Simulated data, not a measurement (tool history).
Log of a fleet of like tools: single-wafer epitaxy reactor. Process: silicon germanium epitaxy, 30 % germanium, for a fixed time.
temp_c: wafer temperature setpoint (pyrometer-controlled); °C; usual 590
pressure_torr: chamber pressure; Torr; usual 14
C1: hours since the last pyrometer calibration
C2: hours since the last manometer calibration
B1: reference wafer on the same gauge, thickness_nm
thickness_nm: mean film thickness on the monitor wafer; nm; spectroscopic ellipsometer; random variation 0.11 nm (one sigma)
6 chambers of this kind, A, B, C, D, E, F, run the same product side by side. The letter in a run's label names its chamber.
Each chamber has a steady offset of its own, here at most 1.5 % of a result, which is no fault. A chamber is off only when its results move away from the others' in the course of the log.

Run 1B, hour 3.4: usual settings; C1 1192.3; C2 2413.7; B1 37.383. Result: thickness_nm 42.124 nm.
Run 2F, hour 7.8: usual settings; C1 1131; C2 900.7; B1 37.411. Result: thickness_nm 42.487 nm.
Run 3D, hour 11.9: usual settings; C1 707.4; C2 132.4; B1 37.411. Result: thickness_nm 42.569 nm.
Run 4A, hour 17.5: usual settings; C1 676.9; C2 1113.4; B1 37.404. Result: thickness_nm 42.588 nm.
Run 5C, hour 20.2: usual settings; C1 94.8; C2 2130; B1 37.392. Result: thickness_nm 42.404 nm.
Run 6E, hour 24.8: usual settings; C1 751.8; C2 1039.9; B1 37.414. Result: thickness_nm 42.219 nm.
Run 7D, hour 30.5: usual settings but pressure_torr 15.4 Torr; C1 726; C2 151; B1 37.396. Result: thickness_nm 44.287 nm.
Run 8C, hour 34.5: usual settings but pressure_torr 15.4 Torr; C1 109.1; C2 2144.3; B1 37.383. Result: thickness_nm 44.026 nm.
Run 9F, hour 38.5: usual settings but pressure_torr 15.4 Torr; C1 1161.7; C2 931.4; B1 37.419. Result: thickness_nm 44.085 nm.
Run 10A, hour 43.1: usual settings but pressure_torr 15.4 Torr; C1 702.5; C2 1139; B1 37.389. Result: thickness_nm 44.488 nm.
Run 11E, hour 46.1: usual settings but pressure_torr 15.4 Torr; C1 773.1; C2 1061.2; B1 37.416. Result: thickness_nm 43.703 nm.
Run 12B, hour 49.1: usual settings but pressure_torr 15.4 Torr; C1 1238; C2 2459.4; B1 37.387. Result: thickness_nm 43.967 nm.
Run 13D, hour 53.6: usual settings; C1 749.1; C2 174.1; B1 37.388. Result: thickness_nm 42.507 nm.
Run 14B, hour 58: usual settings; C1 1246.9; C2 2468.3; B1 37.384. Result: thickness_nm 42.058 nm.
Run 15C, hour 61.5: usual settings but temp_c 595 °C, pressure_torr 11.8 Torr; C1 136.1; C2 2171.3; B1 37.389. Result: thickness_nm 43.35 nm.
Run 16E, hour 66.5: usual settings but temp_c 595 °C, pressure_torr 11.8 Torr; C1 793.5; C2 1081.6; B1 37.397. Result: thickness_nm 43.146 nm.
Run 17A, hour 72.4: usual settings but temp_c 595 °C, pressure_torr 11.8 Torr; C1 731.8; C2 1168.3; B1 37.377. Result: thickness_nm 43.839 nm.
Run 18F, hour 75: usual settings but temp_c 595 °C, pressure_torr 11.8 Torr; C1 1198.2; C2 967.9; B1 37.409. Result: thickness_nm 43.614 nm.
Run 19F, hour 78.5: usual settings but temp_c 595 °C, pressure_torr 11.8 Torr; C1 1201.7; C2 971.4; B1 37.421. Result: thickness_nm 43.445 nm.
Run 20C, hour 83: usual settings but temp_c 595 °C, pressure_torr 11.8 Torr; C1 157.6; C2 2192.8; B1 37.392. Result: thickness_nm 43.267 nm.
Run 21E, hour 86.8: usual settings; C1 813.8; C2 1101.9; B1 37.407. Result: thickness_nm 41.993 nm.
Run 22A, hour 91.4: usual settings; C1 750.8; C2 1187.3; B1 37.412. Result: thickness_nm 42.542 nm.
Run 23D, hour 96.3: usual settings; C1 791.8; C2 216.8; B1 37.4. Result: thickness_nm 42.344 nm.
Run 24B, hour 101.9: usual settings but temp_c 579 °C, pressure_torr 11.8 Torr; C1 1290.8; C2 2512.2; B1 37.376. Result: thickness_nm 31.994 nm.
Run 25B, hour 106.4: usual settings but temp_c 579 °C, pressure_torr 11.8 Torr; C1 1295.3; C2 2516.7; B1 37.382. Result: thickness_nm 32.14 nm.
Run 26C, hour 110.6: usual settings but temp_c 579 °C, pressure_torr 11.8 Torr; C1 185.2; C2 2220.4; B1 37.394. Result: thickness_nm 32.003 nm.
Run 27A, hour 113.2: usual settings but temp_c 579 °C, pressure_torr 11.8 Torr; C1 772.6; C2 1209.1; B1 37.373. Result: thickness_nm 32.49 nm.
Run 28E, hour 116.4: usual settings but temp_c 579 °C, pressure_torr 11.8 Torr; C1 843.4; C2 1131.5; B1 37.376. Result: thickness_nm 31.776 nm.
Run 29F, hour 119.9: usual settings but temp_c 579 °C, pressure_torr 11.8 Torr; C1 1243.1; C2 1012.8; B1 37.411. Result: thickness_nm 32.255 nm.
Run 30D, hour 124.3: usual settings; C1 819.8; C2 244.8; B1 37.391. Result: thickness_nm 42.454 nm.
Run 31C, hour 127.4: usual settings; C1 202; C2 2237.2; B1 37.39. Result: thickness_nm 42.233 nm.
Run 32F, hour 131.6: usual settings; C1 1254.8; C2 1024.5; B1 37.393. Result: thickness_nm 42.488 nm.
Run 33D, hour 134.4: usual settings; C1 829.9; C2 254.9; B1 37.387. Result: thickness_nm 42.469 nm.
Run 34A, hour 139.9: usual settings but temp_c 603 °C; C1 799.3; C2 1235.8; B1 37.403. Result: thickness_nm 54.34 nm.
Run 35E, hour 143.4: usual settings but temp_c 603 °C; C1 870.4; C2 1158.5; B1 37.403. Result: thickness_nm 53.342 nm.
Run 36B, hour 146.8: usual settings but temp_c 603 °C; C1 1335.7; C2 2557.1; B1 37.402. Result: thickness_nm 53.449 nm.
Run 37F, hour 152.4: usual settings but temp_c 603 °C; C1 1275.6; C2 1045.3; B1 37.41. Result: thickness_nm 53.976 nm.
Run 38C, hour 157.4: usual settings but temp_c 603 °C; C1 232; C2 2267.2; B1 37.384. Result: thickness_nm 53.661 nm.
Run 39B, hour 161.1: usual settings but temp_c 603 °C; C1 1350; C2 2571.4; B1 37.388. Result: thickness_nm 53.461 nm.
Run 40E, hour 167: usual settings; C1 894; C2 1182.1; B1 37.409. Result: thickness_nm 42.016 nm.
Run 41D, hour 172.6: usual settings; C1 868.1; C2 293.1; B1 37.406. Result: thickness_nm 42.43 nm.
Run 42A, hour 177.7: usual settings; C1 837.1; C2 1273.6; B1 37.387. Result: thickness_nm 42.643 nm.
Run 43E, hour 182.3: usual settings; C1 909.3; C2 1197.4; B1 37.402. Result: thickness_nm 42.159 nm.

Is one chamber off against the others, does the gauge drift, or is nothing wrong? If a chamber is off, say which, and what the likeliest cause is.

No chamber stands off beyond its own small offset, and the gauge holds steady.

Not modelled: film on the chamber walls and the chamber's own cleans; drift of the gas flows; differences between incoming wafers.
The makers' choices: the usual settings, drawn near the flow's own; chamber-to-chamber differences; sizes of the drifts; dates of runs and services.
